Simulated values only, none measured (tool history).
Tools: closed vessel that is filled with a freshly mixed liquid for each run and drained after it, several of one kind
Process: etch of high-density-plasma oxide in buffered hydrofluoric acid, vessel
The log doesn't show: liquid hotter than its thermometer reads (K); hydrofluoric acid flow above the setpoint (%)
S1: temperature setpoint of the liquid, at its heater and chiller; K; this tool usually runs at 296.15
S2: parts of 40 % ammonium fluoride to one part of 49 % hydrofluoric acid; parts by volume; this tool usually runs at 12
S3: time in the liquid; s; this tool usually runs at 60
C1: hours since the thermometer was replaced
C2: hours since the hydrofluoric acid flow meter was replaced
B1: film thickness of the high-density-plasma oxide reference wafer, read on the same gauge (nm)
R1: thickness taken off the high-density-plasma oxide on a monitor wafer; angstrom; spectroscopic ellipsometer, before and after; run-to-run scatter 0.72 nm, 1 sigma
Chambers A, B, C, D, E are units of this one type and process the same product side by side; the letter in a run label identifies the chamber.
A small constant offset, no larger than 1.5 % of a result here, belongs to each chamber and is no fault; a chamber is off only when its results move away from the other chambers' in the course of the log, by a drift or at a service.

Run 1C, hour 11.1: usual settings; C1 1360.8; C2 839.4; B1 140.02. Result: R1 885.12 angstrom.
At hour 15.8: chamber B: hydrofluoric acid flow meter replaced.
At hour 22.4: chamber A: thermometer replaced.
Run 2D, hour 23.3: usual settings; C1 1561.5; C2 81; B1 139.99. Result: R1 887.11 angstrom.
Run 3B, hour 31.3: usual settings; C1 592.7; C2 15.5; B1 140.03. Result: R1 894.47 angstrom.
Run 4E, hour 41.5: usual settings; C1 1880.6; C2 691; B1 140. Result: R1 892.56 angstrom.
Run 5A, hour 53.2: usual settings; C1 30.9; C2 512; B1 140.02. Result: R1 900.08 angstrom.
Run 6B, hour 63.6: usual settings; C1 625; C2 47.8; B1 139.97. Result: R1 881.06 angstrom.
Run 7C, hour 71.1: usual settings; C1 1420.8; C2 899.4; B1 139.98. Result: R1 878.36 angstrom.
At hour 76.1: chamber E: hydrofluoric acid flow meter replaced.
Run 8D, hour 83: usual settings; C1 1621.2; C2 140.7; B1 140.02. Result: R1 893.3 angstrom.
Run 9E, hour 90: usual settings; C1 1929.1; C2 14; B1 139.99. Result: R1 891.47 angstrom.
Run 10A, hour 97.1: usual settings; C1 74.8; C2 555.9; B1 140.01. Result: R1 907.5 angstrom.
Run 11D, hour 103.7: usual settings; C1 1641.9; C2 161.4; B1 140. Result: R1 897.37 angstrom.
Run 12A, hour 115.5: usual settings; C1 93.2; C2 574.3; B1 140.01. Result: R1 914.82 angstrom.
Run 13B, hour 121: usual settings but S3 35 s; C1 682.4; C2 105.2; B1 140.04. Result: R1 502.77 angstrom.
Run 14E, hour 131.7: usual settings but S3 35 s; C1 1970.8; C2 55.7; B1 140.02. Result: R1 515.22 angstrom.
Run 15C, hour 137.9: usual settings but S3 35 s; C1 1487.6; C2 966.2; B1 139.97. Result: R1 520.37 angstrom.
Run 16E, hour 143.5: usual settings but S3 35 s; C1 1982.6; C2 67.5; B1 140. Result: R1 524.86 angstrom.
Run 17A, hour 148.8: usual settings but S3 35 s; C1 126.5; C2 607.6; B1 139.99. Result: R1 526.51 angstrom.
Run 18D, hour 156.9: usual settings; C1 1695.1; C2 214.6; B1 139.96. Result: R1 884.03 angstrom.
Run 19C, hour 166.7: usual settings; C1 1516.4; C2 995; B1 140.01. Result: R1 888.04 angstrom.
Run 20B, hour 176.3: usual settings but S1 300.15 K, S2 7 parts by volume; C1 737.7; C2 160.5; B1 139.97. Result: R1 1855.5 angstrom.
Run 21C, hour 185.2: usual settings but S1 300.15 K, S2 7 parts by volume; C1 1534.9; C2 1013.5; B1 139.98. Result: R1 1854.9 angstrom.
Run 22B, hour 194.6: usual settings but S1 300.15 K, S2 7 parts by volume; C1 756; C2 178.8; B1 140.01. Result: R1 1876.9 angstrom.
Run 23A, hour 203.1: usual settings but S1 300.15 K, S2 7 parts by volume; C1 180.8; C2 661.9; B1 139.99. Result: R1 1900.5 angstrom.
Run 24E, hour 214.4: usual settings but S1 300.15 K, S2 7 parts by volume; C1 2053.5; C2 138.4; B1 140.01. Result: R1 1866 angstrom.
Run 25D, hour 226.1: usual settings; C1 1764.3; C2 283.8; B1 140. Result: R1 893.6 angstrom.
Run 26E, hour 237.9: usual settings; C1 2077; C2 161.9; B1 139.97. Result: R1 893.89 angstrom.
Run 27A, hour 250: usual settings; C1 227.7; C2 708.8; B1 139.99. Result: R1 938.71 angstrom.
Run 28D, hour 258.2: usual settings; C1 1796.4; C2 315.9; B1 140.01. Result: R1 878.32 angstrom.
Run 29C, hour 270.1: usual settings; C1 1619.8; C2 1098.4; B1 140.04. Result: R1 893.2 angstrom.
Run 30B, hour 278.1: usual settings; C1 839.5; C2 262.3; B1 139.99. Result: R1 873.82 angstrom.
Run 31D, hour 283.4: usual settings but S1 293.65 K, S3 75 s; C1 1821.6; C2 341.1; B1 140.05. Result: R1 960.78 angstrom.
Run 32E, hour 295.2: usual settings but S1 293.65 K, S3 75 s; C1 2134.3; C2 219.2; B1 139.99. Result: R1 975.71 angstrom.
Run 33A, hour 300.9: usual settings but S1 293.65 K, S3 75 s; C1 278.6; C2 759.7; B1 139.93. Result: R1 1048 angstrom.
Run 34B, hour 307: usual settings but S1 293.65 K, S3 75 s; C1 868.4; C2 291.2; B1 140.02. Result: R1 955.47 angstrom.
Run 35C, hour 312.6: usual settings but S1 293.65 K, S3 75 s; C1 1662.3; C2 1140.9; B1 139.96. Result: R1 968.4 angstrom.
Run 36D, hour 319.3: usual settings; C1 1857.5; C2 377; B1 140. Result: R1 895.45 angstrom.
Run 37B, hour 328.9: usual settings; C1 890.3; C2 313.1; B1 140.04. Result: R1 876.24 angstrom.
Run 38A, hour 338.3: usual settings; C1 316; C2 797.1; B1 140.02. Result: R1 964.3 angstrom.
Run 39E, hour 348.7: usual settings; C1 2187.8; C2 272.7; B1 140.02. Result: R1 890.18 angstrom.

For the next run the whole fleet of 5 chambers uses the same settings. Give each chamber's results:
Run 40A, hour 357.5: usual settings but S1 291.65 K. Result: R1 ?.
Run 40B, hour 357.5: usual settings but S1 291.65 K. Result: R1 ?.
Run 40C, hour 357.5: usual settings but S1 291.65 K. Result: R1 ?.
Run 40D, hour 357.5: usual settings but S1 291.65 K. Result: R1 ?.
Run 40E, hour 357.5: usual settings but S1 291.65 K. Result: R1 ?.

run      R1
40A  752.25
40B  681.65
40C  692.22
40D  693.74
40E  691.01
